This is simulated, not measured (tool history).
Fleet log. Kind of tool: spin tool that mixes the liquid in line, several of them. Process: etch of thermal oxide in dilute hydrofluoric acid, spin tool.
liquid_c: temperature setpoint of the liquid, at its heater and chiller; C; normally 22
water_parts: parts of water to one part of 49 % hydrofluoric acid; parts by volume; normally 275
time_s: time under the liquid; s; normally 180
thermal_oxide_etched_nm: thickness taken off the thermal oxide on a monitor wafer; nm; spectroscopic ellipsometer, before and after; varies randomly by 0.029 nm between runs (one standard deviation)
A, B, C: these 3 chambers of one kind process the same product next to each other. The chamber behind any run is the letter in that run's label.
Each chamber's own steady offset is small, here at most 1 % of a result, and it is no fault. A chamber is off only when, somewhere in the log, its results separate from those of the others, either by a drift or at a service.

run,day,liquid_c,water_parts,time_s,hours since the thermometer was replaced,hours since the hydrofluoric acid flow meter was replaced,"read-back film thickness of the thermal oxide reference wafer, read on the same gauge (nm)",thermal_oxide_etched_nm
1B,0.446,22,275,180,169.2,1228.1,70.054,2.3656
2C,0.762,22,275,180,2012.5,104.1,70.014,2.3245
3A,1.288,22,275,180,1195.2,220.9,70.01,2.2873
4B,1.85,22,275,180,202.9,1261.8,70.031,2.3216
5A,2.196,22,275,180,1217,242.7,70.016,2.3359
6C,2.683,22,275,235,2058.6,150.2,69.965,3.0284
7B,3.012,22,275,235,230.8,1289.7,69.975,3.0324
8C,3.571,22,275,235,2079.9,171.5,69.989,3.0498
9A,4.046,22,275,180,1261.4,287.1,70.007,2.2819
10C,4.579,22,340,95,2104.1,195.7,70.01,0.95153
11A,5.162,22,340,95,1288.2,313.9,69.975,0.93337
12B,5.475,22,340,95,289.9,1348.8,70.011,0.93325
13C,6.054,22,275,180,2139.5,231.1,70.03,2.4284
14A,6.5,22,275,180,1320.3,346,69.99,2.2617
15B,6.892,22,275,180,323.9,1382.8,70.014,2.3776
16B,7.367,22,275,180,335.3,1394.2,70.001,2.3523
17A,7.671,22,275,180,1348.4,374.1,70.023,2.3083
18C,8.179,22,275,180,2190.5,282.1,70.055,2.4525
19B,8.646,22,275,180,366,1424.9,69.957,2.3781
20C,8.988,22,275,100,2209.9,301.5,69.996,1.3753
21A,9.479,22,275,100,1391.8,417.5,69.998,1.2803
22A,10.012,22,275,100,1404.6,430.3,70.033,1.2727
23B,10.425,22,275,140,408.7,1467.6,69.973,1.8122
24C,11.004,22,275,140,2258.3,349.9,70.017,1.9382
25C,11.317,22,275,140,2265.8,357.4,69.972,1.9618
26B,11.646,22,275,180,438,1496.9,70.015,2.3339
27A,12.208,22,275,180,1457.3,483,70.047,2.333
28B,12.704,22,275,180,463.4,1522.3,69.994,2.3533
29A,13.238,22,275,180,1482,507.7,70.003,2.3122
30C,13.688,22,275,180,2322.7,414.3,69.996,2.5792
31B,14.192,22,275,180,499.1,1558,70.011,2.3458
32A,14.562,22,275,180,1513.8,539.5,70.023,2.3294
33C,14.838,22,275,180,2350.3,441.9,70.03,2.5536
34A,15.088,22,275,180,1526.4,552.1,69.986,2.349
35C,15.367,22,275,180,2363,454.6,69.975,2.5846
36B,15.925,22,275,180,540.7,1599.6,70.036,2.3129
37A,16.462,22,275,180,1559.4,585.1,69.991,2.2809
38C,16.992,22,275,180,2402,493.6,70.006,2.5905
39B,17.329,22,275,240,574.4,1633.3,69.961,3.1123
40B,17.812,22,275,240,586,1644.9,70.032,3.0603
41C,18.362,22,275,240,2434.9,526.5,70.029,3.4805

Each of the 3 chambers runs these same settings next. Fill in every chamber's results:
42A,18.779,22,275,180,,,,?
42B,18.779,22,275,180,,,,?
42C,18.779,22,275,180,,,,?

run,thermal_oxide_etched_nm
42A,2.3048
42B,2.3368
42C,2.6569
